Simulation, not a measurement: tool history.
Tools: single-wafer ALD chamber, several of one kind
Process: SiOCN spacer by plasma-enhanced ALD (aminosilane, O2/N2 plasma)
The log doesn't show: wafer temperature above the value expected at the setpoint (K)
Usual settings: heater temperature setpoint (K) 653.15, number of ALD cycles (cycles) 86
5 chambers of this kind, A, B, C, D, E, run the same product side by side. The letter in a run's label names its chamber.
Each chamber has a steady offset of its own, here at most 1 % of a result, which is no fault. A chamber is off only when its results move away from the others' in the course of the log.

run    day  heater temperature setpoint (K)  number of ALD cycles (cycles)  hours since the last thermocouple change  read-back reference wafer on the same gauge, thickness_nm  mean film thickness on the monitor wafer (nm)
 1B  0.196                           653.15                             86                                     673.6                                                     5.0602                                         5.2343
 2E  0.321                           653.15                             86                                    1121.4                                                     5.0580                                         5.1868
 3D  0.546                           653.15                             86                                     913.3                                                     5.0589                                         5.1707
 4C  0.721                           653.15                             86                                    2035.4                                                     5.0553                                         5.1430
 5A  0.892                           639.15                             86                                    2165.5                                                     5.0547                                         5.1814
 6E  1.104                           639.15                             86                                    1140.2                                                     5.0564                                         5.1884
 7D  1.308                           639.15                             86                                     931.6                                                     5.0547                                         5.1710
 8B  1.408                           639.15                             86                                     702.7                                                     5.0518                                         5.2146
 9A  1.546                           639.15                             86                                    2181.2                                                     5.0533                                         5.1697
10C  1.746                           653.15                             86                                    2060.0                                                     5.0527                                         5.1437
11A  1.871                           653.15                             86                                    2189.0                                                     5.0521                                         5.1572
12E  2.038                           653.15                             86                                    1162.6                                                     5.0529                                         5.1641
13D  2.183                           653.15                             86                                     952.6                                                     5.0499                                         5.1671
14C  2.333                           653.15                             86                                    2074.1                                                     5.0491                                         5.1434
15B  2.446                           653.15                             86                                     727.6                                                     5.0508                                         5.2356
16C  2.646                           653.15                             86                                    2081.6                                                     5.0495                                         5.1339
17A  2.862                           653.15                             86                                    2212.8                                                     5.0451                                         5.1570
18B  3.029                           653.15                             86                                     741.6                                                     5.0476                                         5.2080
19D  3.229                           653.15                             86                                     977.7                                                     5.0452                                         5.1778
20E  3.396                           653.15                             86                                    1195.2                                                     5.0441                                         5.1680
21D  3.604                           653.15                             86                                     986.7                                                     5.0418                                         5.1626
22A  3.792                           653.15                             86                                    2235.1                                                     5.0441                                         5.1694
23C  3.950                           653.15                             86                                    2112.9                                                     5.0418                                         5.1321
24B  4.158                           653.15                             86                                     768.7                                                     5.0405                                         5.2145
25E  4.362                           653.15                             86                                    1218.4                                                     5.0397                                         5.1453
26D  4.554                           653.15                             86                                    1009.5                                                     5.0408                                         5.1428
27B  4.667                           661.15                             71                                     780.9                                                     5.0396                                         4.3076
28E  4.796                           661.15                             71                                    1228.8                                                     5.0379                                         4.2594
     4.971  -- chamber C: thermocouple changed; heater temperature recalibrated
29A  4.975                           661.15                             71                                    2263.5                                                     5.0373                                         4.2576
30C  5.129                           661.15                             71                                       3.8                                                     5.0372                                         4.2247
31C  5.229                           661.15                             71                                       6.2                                                     5.0387                                         4.2253
32D  5.350                           653.15                             86                                    1028.6                                                     5.0366                                         5.1511
33B  5.512                           653.15                             86                                     801.2                                                     5.0369                                         5.1987
34E  5.733                           653.15                             86                                    1251.3                                                     5.0361                                         5.1639
35A  5.938                           653.15                             86                                    2286.6                                                     5.0322                                         5.1645
36B  6.079                           653.15                             86                                     814.8                                                     5.0319                                         5.2081
37D  6.267                           653.15                             86                                    1050.6                                                     5.0323                                         5.1423
38A  6.492                           653.15                             86                                    2299.9                                                     5.0306                                         5.1385
39C  6.688                           653.15                             86                                      41.2                                                     5.0315                                         5.1162
40E  6.825                           653.15                             86                                    1277.5                                                     5.0316                                         5.1447
41C  6.983                           653.15                             86                                      48.3                                                     5.0303                                         5.1157

Is one chamber off against the others, does the gauge drift, or is nothing wrong? If a chamber is off, say which, and what the likeliest cause is.

The gauge drifts, so all chambers seem to drift together. No chamber is off.
Cause: gauge reads low (%) = 0.608.

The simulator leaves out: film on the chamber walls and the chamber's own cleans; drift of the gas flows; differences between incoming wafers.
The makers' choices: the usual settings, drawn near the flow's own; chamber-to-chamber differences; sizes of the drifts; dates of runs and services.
